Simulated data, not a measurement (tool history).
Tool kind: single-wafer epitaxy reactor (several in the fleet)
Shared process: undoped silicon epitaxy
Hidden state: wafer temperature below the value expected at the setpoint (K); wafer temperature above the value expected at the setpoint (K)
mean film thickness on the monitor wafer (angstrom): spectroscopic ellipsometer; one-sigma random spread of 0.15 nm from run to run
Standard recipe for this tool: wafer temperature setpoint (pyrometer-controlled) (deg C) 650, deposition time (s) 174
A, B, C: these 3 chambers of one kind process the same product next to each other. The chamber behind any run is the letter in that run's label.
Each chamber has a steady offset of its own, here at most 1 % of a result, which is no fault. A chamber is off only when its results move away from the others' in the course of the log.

run   hour  wafer temperature setpoint (pyrometer-controlled) (deg C)  deposition time (s)  hours since the last pyrometer calibration  read-back reference wafer on the same gauge, thickness_nm  mean film thickness on the monitor wafer (angstrom)
 1B   12.1                                                        650                  174                                      1122.1                                                     26.668                                               290.89
 2C   19.0                                                        650                  174                                      1174.1                                                     26.707                                               292.94
 3A   30.5                                                        650                  174                                       990.4                                                     26.707                                               295.06
 4C   42.6                                                        650                  174                                      1197.7                                                     26.705                                               293.57
 5A   48.3                                                        638                  160                                      1008.2                                                     26.691                                               207.85
 6B   56.8                                                        638                  160                                      1166.8                                                     26.722                                               204.00
 7C   67.6                                                        638                  160                                      1222.7                                                     26.732                                               204.75
 8B   76.3                                                        650                  174                                      1186.3                                                     26.705                                               291.14
 9A   83.2                                                        650                  174                                      1043.1                                                     26.679                                               294.53
10C   93.1                                                        650                  174                                      1248.2                                                     26.720                                               292.45
11B   99.8                                                        650                  174                                      1209.8                                                     26.662                                               289.36
12A  106.8                                                        646                  196                                      1066.7                                                     26.696                                               303.48
13C  114.7                                                        646                  196                                      1269.8                                                     26.705                                               298.37
14B  126.7                                                        646                  196                                      1236.7                                                     26.682                                               298.44
15A  135.4                                                        650                  174                                      1095.3                                                     26.707                                               295.57
16B  147.4                                                        650                  174                                      1257.4                                                     26.669                                               292.69
17C  154.1                                                        650                  174                                      1309.2                                                     26.680                                               292.52
18A  165.5                                                        657                  174                                      1125.4                                                     26.682                                               343.81
     175.1  -- chamber A: pyrometer calibrated
19C  176.3                                                        657                  174                                      1331.4                                                     26.671                                               338.04
20B  183.7                                                        657                  174                                      1293.7                                                     26.697                                               341.76
21A  196.0                                                        650                  174                                        21.0                                                     26.702                                               297.98
22A  202.8                                                        650                  174                                        27.8                                                     26.697                                               295.99
23C  208.2                                                        650                  174                                      1363.3                                                     26.688                                               293.53
24B  213.8                                                        650                  174                                      1323.8                                                     26.730                                               291.84
25C  226.0                                                        650                  174                                      1381.1                                                     26.676                                               290.27
26A  237.9                                                        658                  184                                        62.9                                                     26.689                                               373.34
27B  244.5                                                        658                  184                                      1354.5                                                     26.685                                               365.48
28C  255.0                                                        658                  184                                      1410.1                                                     26.707                                               367.91

Predict what each chamber gives when all 3 of them run the settings below next.
29A  263.8                                                        659                  174                                                                                                                                                           ?
29B  263.8                                                        659                  174                                                                                                                                                           ?
29C  263.8                                                        659                  174                                                                                                                                                           ?

run  mean film thickness on the monitor wafer (angstrom)
29A                                               359.78
29B                                               356.91
29C                                               355.77
